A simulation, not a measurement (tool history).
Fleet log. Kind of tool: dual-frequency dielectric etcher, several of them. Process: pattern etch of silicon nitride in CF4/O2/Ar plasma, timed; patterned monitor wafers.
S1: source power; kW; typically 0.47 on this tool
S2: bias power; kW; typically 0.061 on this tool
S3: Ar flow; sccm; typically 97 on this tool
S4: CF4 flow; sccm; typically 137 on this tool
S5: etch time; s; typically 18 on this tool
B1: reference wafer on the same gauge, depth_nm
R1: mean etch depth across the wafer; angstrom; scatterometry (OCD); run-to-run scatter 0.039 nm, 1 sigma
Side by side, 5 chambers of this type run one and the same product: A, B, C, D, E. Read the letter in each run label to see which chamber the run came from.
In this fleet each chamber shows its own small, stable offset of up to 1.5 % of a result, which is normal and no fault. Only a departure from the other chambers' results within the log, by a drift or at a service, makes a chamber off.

| run | hour | S1 | S2 | S3 | S4 | S5 | B1 | R1 |
|---|---|---|---|---|---|---|---|---|
| 1A | 5.1 | 0.47 | 0.061 | 97 | 137 | 18 | 39.108 | 361.73 |
| 2E | 10.1 | 0.47 | 0.061 | 97 | 137 | 18 | 39.11 | 358.68 |
| 3C | 14.9 | 0.47 | 0.061 | 97 | 137 | 18 | 39.106 | 361.6 |
| 4B | 19.5 | 0.47 | 0.061 | 97 | 137 | 18 | 39.117 | 364.9 |
| 5D | 23.8 | 0.47 | 0.061 | 97 | 137 | 18 | 39.122 | 366.18 |
| 6E | 28.1 | 0.47 | 0.061 | 97 | 137 | 18 | 39.124 | 358.69 |
| 7D | 31.5 | 0.47 | 0.061 | 97 | 137 | 18 | 39.126 | 365.79 |
|  | 35.5 | chamber C: wet clean of the chamber |
| 8B | 37.7 | 0.47 | 0.047 | 97 | 153 | 18 | 39.126 | 335.44 |
| 9A | 43.1 | 0.47 | 0.047 | 97 | 153 | 18 | 39.12 | 331.76 |
| 10C | 47 | 0.47 | 0.047 | 97 | 153 | 18 | 39.139 | 333.54 |
| 11C | 53.2 | 0.47 | 0.047 | 97 | 153 | 18 | 39.141 | 333.75 |
| 12B | 56.5 | 0.47 | 0.047 | 97 | 153 | 18 | 39.151 | 336.25 |
| 13D | 60.8 | 0.47 | 0.061 | 97 | 137 | 18 | 39.15 | 366.2 |
|  | 60.9 | chamber D: wet clean of the chamber |
| 14E | 67.1 | 0.47 | 0.061 | 83 | 168 | 18 | 39.153 | 370.1 |
| 15A | 73.3 | 0.47 | 0.061 | 83 | 168 | 18 | 39.159 | 373.58 |
| 16C | 79.5 | 0.47 | 0.061 | 83 | 168 | 18 | 39.181 | 374.1 |
| 17D | 82.3 | 0.47 | 0.061 | 83 | 168 | 18 | 39.174 | 378.29 |
| 18B | 85.3 | 0.47 | 0.061 | 83 | 168 | 18 | 39.173 | 377.72 |
| 19A | 88.7 | 0.47 | 0.061 | 97 | 137 | 18 | 39.182 | 361.8 |
| 20E | 94.5 | 0.47 | 0.061 | 97 | 137 | 18 | 39.18 | 359.16 |
| 21B | 100.6 | 0.47 | 0.061 | 97 | 137 | 18 | 39.193 | 365.97 |
| 22A | 106.5 | 0.47 | 0.061 | 97 | 137 | 18 | 39.209 | 362.35 |
| 23D | 110.5 | 0.47 | 0.061 | 97 | 137 | 18 | 39.193 | 366.22 |
| 24E | 116.1 | 0.47 | 0.061 | 97 | 137 | 18 | 39.192 | 358.94 |
|  | 120.3 | chamber E: wet clean of the chamber |
| 25C | 120.4 | 0.47 | 0.061 | 97 | 137 | 18 | 39.207 | 363.19 |
| 26E | 124.1 | 0.47 | 0.061 | 97 | 137 | 18 | 39.202 | 359.32 |
| 27A | 127 | 0.47 | 0.061 | 97 | 137 | 18 | 39.208 | 362.74 |
| 28D | 130.5 | 0.47 | 0.061 | 109 | 137 | 18 | 39.212 | 362.32 |
|  | 131.9 | chamber B: CF4 flow controller replaced |
| 29C | 134.7 | 0.47 | 0.061 | 109 | 137 | 18 | 39.223 | 357.95 |
| 30B | 138 | 0.47 | 0.061 | 109 | 137 | 18 | 39.214 | 361.38 |
| 31E | 142 | 0.47 | 0.061 | 109 | 137 | 18 | 39.223 | 354.64 |
| 32D | 146.1 | 0.47 | 0.061 | 109 | 137 | 18 | 39.224 | 361.93 |
| 33C | 150.3 | 0.47 | 0.061 | 97 | 137 | 18 | 39.23 | 362.57 |
| 34A | 154.7 | 0.47 | 0.061 | 97 | 137 | 18 | 39.24 | 362.93 |
|  | 157.6 | chamber B: wet clean of the chamber |
| 35B | 159.8 | 0.47 | 0.061 | 97 | 137 | 18 | 39.24 | 365.71 |
| 36B | 166.2 | 0.47 | 0.061 | 97 | 137 | 18 | 39.242 | 366.93 |
| 37D | 172.6 | 0.47 | 0.061 | 97 | 137 | 18 | 39.244 | 366.61 |
| 38A | 178.3 | 0.47 | 0.061 | 97 | 137 | 18 | 39.254 | 363.72 |
| 39E | 183 | 0.47 | 0.061 | 97 | 137 | 18 | 39.257 | 359.71 |
| 40C | 186.2 | 0.47 | 0.061 | 97 | 137 | 18 | 39.264 | 363.02 |
| 41A | 189 | 0.47 | 0.061 | 97 | 137 | 20.5 | 39.253 | 413.58 |
| 42C | 191.9 | 0.47 | 0.061 | 97 | 137 | 20.5 | 39.267 | 413.56 |
| 43B | 195 | 0.47 | 0.061 | 97 | 137 | 20.5 | 39.263 | 416.33 |
| 44D | 199.7 | 0.47 | 0.061 | 97 | 137 | 20.5 | 39.264 | 417.76 |

Read the log: is a single chamber off, either drifting away or since a service, is the gauge that measures every chamber drifting, or is nothing wrong beyond small per-chamber offsets? Name any odd chamber and what most likely caused it.

The shared gauge is drifting. All chambers look as if they move in step, but none is off.
Most likely cause: gauge reads high (%) = 0.444.
